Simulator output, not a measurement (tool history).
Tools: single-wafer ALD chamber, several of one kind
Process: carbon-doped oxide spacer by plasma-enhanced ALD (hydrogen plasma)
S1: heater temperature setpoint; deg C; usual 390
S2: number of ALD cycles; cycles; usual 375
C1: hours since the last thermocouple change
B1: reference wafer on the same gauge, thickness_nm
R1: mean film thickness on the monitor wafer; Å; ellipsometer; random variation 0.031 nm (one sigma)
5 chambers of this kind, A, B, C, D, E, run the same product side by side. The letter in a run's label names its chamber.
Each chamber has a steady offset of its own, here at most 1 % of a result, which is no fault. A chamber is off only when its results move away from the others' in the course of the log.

{"run": "1E", "day": 0.517, "S1": 390, "S2": 375, "C1": 792.7, "B1": 17.104, "R1": 188.19}
{"day": 0.612, "done": "chamber D: thermocouple changed; heater temperature recalibrated"}
{"run": "2D", "day": 1.117, "S1": 390, "S2": 375, "C1": 12.2, "B1": 17.097, "R1": 188}
{"day": 1.225, "done": "chamber B: thermocouple changed; heater temperature recalibrated"}
{"run": "3A", "day": 1.467, "S1": 390, "S2": 375, "C1": 1417.1, "B1": 17.097, "R1": 186.2}
{"run": "4C", "day": 1.929, "S1": 390, "S2": 375, "C1": 691.3, "B1": 17.088, "R1": 188.74}
{"run": "5B", "day": 2.433, "S1": 390, "S2": 375, "C1": 29, "B1": 17.087, "R1": 186.48}
{"run": "6A", "day": 3.025, "S1": 390, "S2": 375, "C1": 1454.5, "B1": 17.074, "R1": 186.95}
{"run": "7E", "day": 3.596, "S1": 390, "S2": 375, "C1": 866.6, "B1": 17.078, "R1": 188.6}
{"run": "8B", "day": 3.996, "S1": 390, "S2": 375, "C1": 66.5, "B1": 17.072, "R1": 186.43}
{"run": "9C", "day": 4.575, "S1": 398, "S2": 414, "C1": 754.8, "B1": 17.068, "R1": 208.05}
{"run": "10D", "day": 4.867, "S1": 398, "S2": 414, "C1": 102.2, "B1": 17.079, "R1": 206.68}
{"run": "11D", "day": 5.454, "S1": 398, "S2": 414, "C1": 116.3, "B1": 17.068, "R1": 206.64}
{"run": "12B", "day": 5.817, "S1": 398, "S2": 414, "C1": 110.2, "B1": 17.062, "R1": 205.58}
{"run": "13A", "day": 6.246, "S1": 398, "S2": 414, "C1": 1531.8, "B1": 17.067, "R1": 205.4}
{"run": "14E", "day": 6.754, "S1": 390, "S2": 375, "C1": 942.4, "B1": 17.058, "R1": 188.62}
{"run": "15C", "day": 7.096, "S1": 390, "S2": 375, "C1": 815.3, "B1": 17.055, "R1": 188.56}
{"run": "16B", "day": 7.496, "S1": 390, "S2": 375, "C1": 150.5, "B1": 17.055, "R1": 185.8}
{"run": "17D", "day": 8.1, "S1": 390, "S2": 375, "C1": 179.8, "B1": 17.05, "R1": 187.14}
{"run": "18E", "day": 8.558, "S1": 390, "S2": 375, "C1": 985.7, "B1": 17.049, "R1": 187.77}
{"run": "19C", "day": 9.079, "S1": 390, "S2": 375, "C1": 862.9, "B1": 17.037, "R1": 188.44}
{"run": "20A", "day": 9.688, "S1": 390, "S2": 375, "C1": 1614.4, "B1": 17.042, "R1": 186.43}
{"run": "21A", "day": 10.117, "S1": 390, "S2": 375, "C1": 1624.7, "B1": 17.036, "R1": 186.44}
{"run": "22C", "day": 10.579, "S1": 390, "S2": 375, "C1": 898.9, "B1": 17.028, "R1": 187.92}
{"run": "23B", "day": 10.896, "S1": 390, "S2": 375, "C1": 232.1, "B1": 17.035, "R1": 185.05}
{"run": "24E", "day": 11.221, "S1": 390, "S2": 375, "C1": 1049.6, "B1": 17.033, "R1": 187.67}
{"run": "25D", "day": 11.8, "S1": 390, "S2": 375, "C1": 268.6, "B1": 17.029, "R1": 186.66}
{"run": "26E", "day": 12.338, "S1": 390, "S2": 375, "C1": 1076.4, "B1": 17.025, "R1": 187.05}
{"run": "27D", "day": 12.617, "S1": 397, "S2": 375, "C1": 288.2, "B1": 17.025, "R1": 187.12}
{"run": "28A", "day": 13.167, "S1": 397, "S2": 375, "C1": 1697.9, "B1": 17.012, "R1": 186.33}
{"run": "29C", "day": 13.492, "S1": 397, "S2": 375, "C1": 968.8, "B1": 17.019, "R1": 188.05}
{"run": "30B", "day": 14.017, "S1": 397, "S2": 375, "C1": 307, "B1": 17.013, "R1": 185.49}
{"run": "31D", "day": 14.546, "S1": 397, "S2": 375, "C1": 334.5, "B1": 17.008, "R1": 186.36}
{"run": "32B", "day": 15.021, "S1": 390, "S2": 375, "C1": 331.1, "B1": 17.007, "R1": 185.86}
{"run": "33E", "day": 15.429, "S1": 390, "S2": 375, "C1": 1150.6, "B1": 17.008, "R1": 187.13}
{"run": "34C", "day": 15.95, "S1": 390, "S2": 375, "C1": 1027.8, "B1": 16.995, "R1": 187.66}
{"run": "35A", "day": 16.317, "S1": 390, "S2": 375, "C1": 1773.5, "B1": 17.001, "R1": 185.69}
{"run": "36C", "day": 16.675, "S1": 390, "S2": 375, "C1": 1045.2, "B1": 16.987, "R1": 187.36}
{"run": "37A", "day": 17.2, "S1": 390, "S2": 375, "C1": 1794.7, "B1": 16.991, "R1": 185.01}
{"run": "38B", "day": 17.75, "S1": 390, "S2": 375, "C1": 396.6, "B1": 16.995, "R1": 185.89}
{"run": "39D", "day": 18.3, "S1": 390, "S2": 375, "C1": 424.6, "B1": 16.991, "R1": 186.49}

Next, every chamber runs the same settings. What will each give?
{"run": "40A", "day": 18.75, "S1": 390, "S2": 353, "R1": "?"}
{"run": "40B", "day": 18.75, "S1": 390, "S2": 353, "R1": "?"}
{"run": "40C", "day": 18.75, "S1": 390, "S2": 353, "R1": "?"}
{"run": "40D", "day": 18.75, "S1": 390, "S2": 353, "R1": "?"}
{"run": "40E", "day": 18.75, "S1": 390, "S2": 353, "R1": "?"}

run=40A R1=174.28
run=40B R1=174.09
run=40C R1=176.39
run=40D R1=175.29
run=40E R1=176.41
